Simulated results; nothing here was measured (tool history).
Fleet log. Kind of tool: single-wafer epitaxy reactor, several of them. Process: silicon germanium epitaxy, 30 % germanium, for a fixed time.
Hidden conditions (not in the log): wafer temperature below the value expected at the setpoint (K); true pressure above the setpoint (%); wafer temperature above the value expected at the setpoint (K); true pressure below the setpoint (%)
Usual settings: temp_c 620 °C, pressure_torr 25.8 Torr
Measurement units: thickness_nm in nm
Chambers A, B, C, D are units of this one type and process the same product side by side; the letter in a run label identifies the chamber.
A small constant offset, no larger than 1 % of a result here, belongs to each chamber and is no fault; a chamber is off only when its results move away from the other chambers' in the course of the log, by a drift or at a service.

run    day  temp_c  pressure_torr  hours since the last pyrometer calibration  hours since the last manometer calibration  read-back reference wafer on the same gauge, thickness_nm  thickness_nm
 1B  0.217     620           25.8                                       869.4                                       617.2                                                     94.737        93.884
 2D  0.483     620           25.8                                      1517.9                                       753.3                                                     94.514        93.615
 3A  0.629     620           25.8                                      1118.4                                       345.4                                                     94.687        94.051
 4C    0.9     620           25.8                                         885                                         220                                                     94.647        92.794
 5C  1.162     620           25.8                                       891.3                                       226.3                                                     94.659        94.412
 6A  1.354     620           25.8                                      1135.8                                       362.8                                                     94.592        93.062
 7D  1.558     620           25.8                                      1543.7                                       779.1                                                     94.673        93.918
 8B  1.758     620           25.8                                       906.4                                       654.2                                                     94.609        93.434
 9A  2.021     612           25.8                                      1151.8                                       378.8                                                     94.518        81.267
10D  2.288     612           25.8                                      1561.2                                       796.6                                                     94.603        82.416
11C  2.438     612           25.8                                       921.9                                       256.9                                                     94.577        81.132
12B  2.638     612           25.8                                       927.5                                       675.3                                                     94.668        81.526
13A  2.871     620           25.8                                      1172.2                                       399.2                                                     94.609        94.171
14B  3.025     620           25.8                                       936.8                                       684.6                                                     94.561         93.28
15D  3.233     620           25.8                                      1583.9                                       819.3                                                     94.455        94.089
16C  3.417     620           25.8                                       945.4                                       280.4                                                     94.599        93.429
17D  3.658     620           25.8                                      1594.1                                       829.5                                                     94.618        93.371
18A  3.921     620           25.8                                      1197.4                                       424.4                                                     94.686        92.773
19C  4.133     620           25.8                                       962.6                                       297.6                                                     94.562        93.235
20B  4.342     620           25.8                                       968.4                                       716.2                                                     94.565        94.339
21C  4.575     620           25.8                                       973.2                                       308.2                                                     94.561        92.933
22B  4.829     620           25.8                                       980.1                                       727.9                                                     94.523        93.359
23D  5.104     620           25.8                                      1628.8                                       864.2                                                     94.589        93.714
24A  5.258     620           23.3                                      1229.5                                       456.5                                                     94.661        89.471
     5.308  -- chamber D: pyrometer calibrated
25B  5.396     620           23.3                                       993.7                                       741.5                                                     94.588        90.467
26C    5.6     620           23.3                                       997.8                                       332.8                                                     94.596        89.954
27A  5.842     620           23.3                                      1243.5                                       470.5                                                     94.636        89.844
28D  5.992     620           25.8                                        16.5                                       885.5                                                      94.58        95.616
29D  6.138     620           25.8                                          20                                         889                                                     94.507        96.946
30B  6.392     620           25.8                                      1017.6                                       765.4                                                     94.665        93.481
31A  6.583     620           25.8                                      1261.3                                       488.3                                                     94.752        94.326
32C  6.838     620           27.9                                      1027.5                                       362.5                                                     94.533        95.679
33B      7     620           27.9                                      1032.2                                         780                                                     94.635        96.322
34A  7.229     620           27.9                                      1276.8                                       503.8                                                     94.699        96.837
35D  7.517     620           27.9                                        53.1                                       922.1                                                     94.628        99.687
36C    7.8     620           25.8                                      1050.6                                       385.6                                                     94.599        93.489
37B  7.992     620           25.8                                        1056                                       803.8                                                     94.609        92.983
38A  8.154     620           25.8                                        1299                                         526                                                     94.533        93.174
39D  8.362     620           25.8                                        73.4                                       942.4                                                     94.519        96.615

Read the log: is a single chamber off, either drifting away or since a service, is the gauge that measures every chamber drifting, or is nothing wrong beyond small per-chamber offsets? Name any odd chamber and what most likely caused it.

The work done on chamber D during a service left it standing apart from the others.
Most likely cause: wafer temperature above the value expected at the setpoint (K) = 1.64.

Here are 4 candidates for chamber D's next run, each the usual settings with a change, their results left as question marks. Which one brings its results back in line with what the others give on the usual settings?
In line means no further than this from the other chambers' mean on the usual settings: thickness_nm 1.6 nm
40D-1  8.571     618           25.8                                                                                                                                                                ?
40D-2  8.571     622           25.8                                                                                                                                                                ?
40D-3  8.571     623           26.3                                                                                                                                                                ?
40D-4  8.571     617           25.3                                                                                                                                                                ?

On the usual settings, the other chambers give on average: thickness_nm 93.434 nm
  run  thickness_nm
40D-1        93.309
40D-2        99.959
40D-3        102.46
40D-4        90.996
With 40D-1, the chamber falls back in line with the rest.
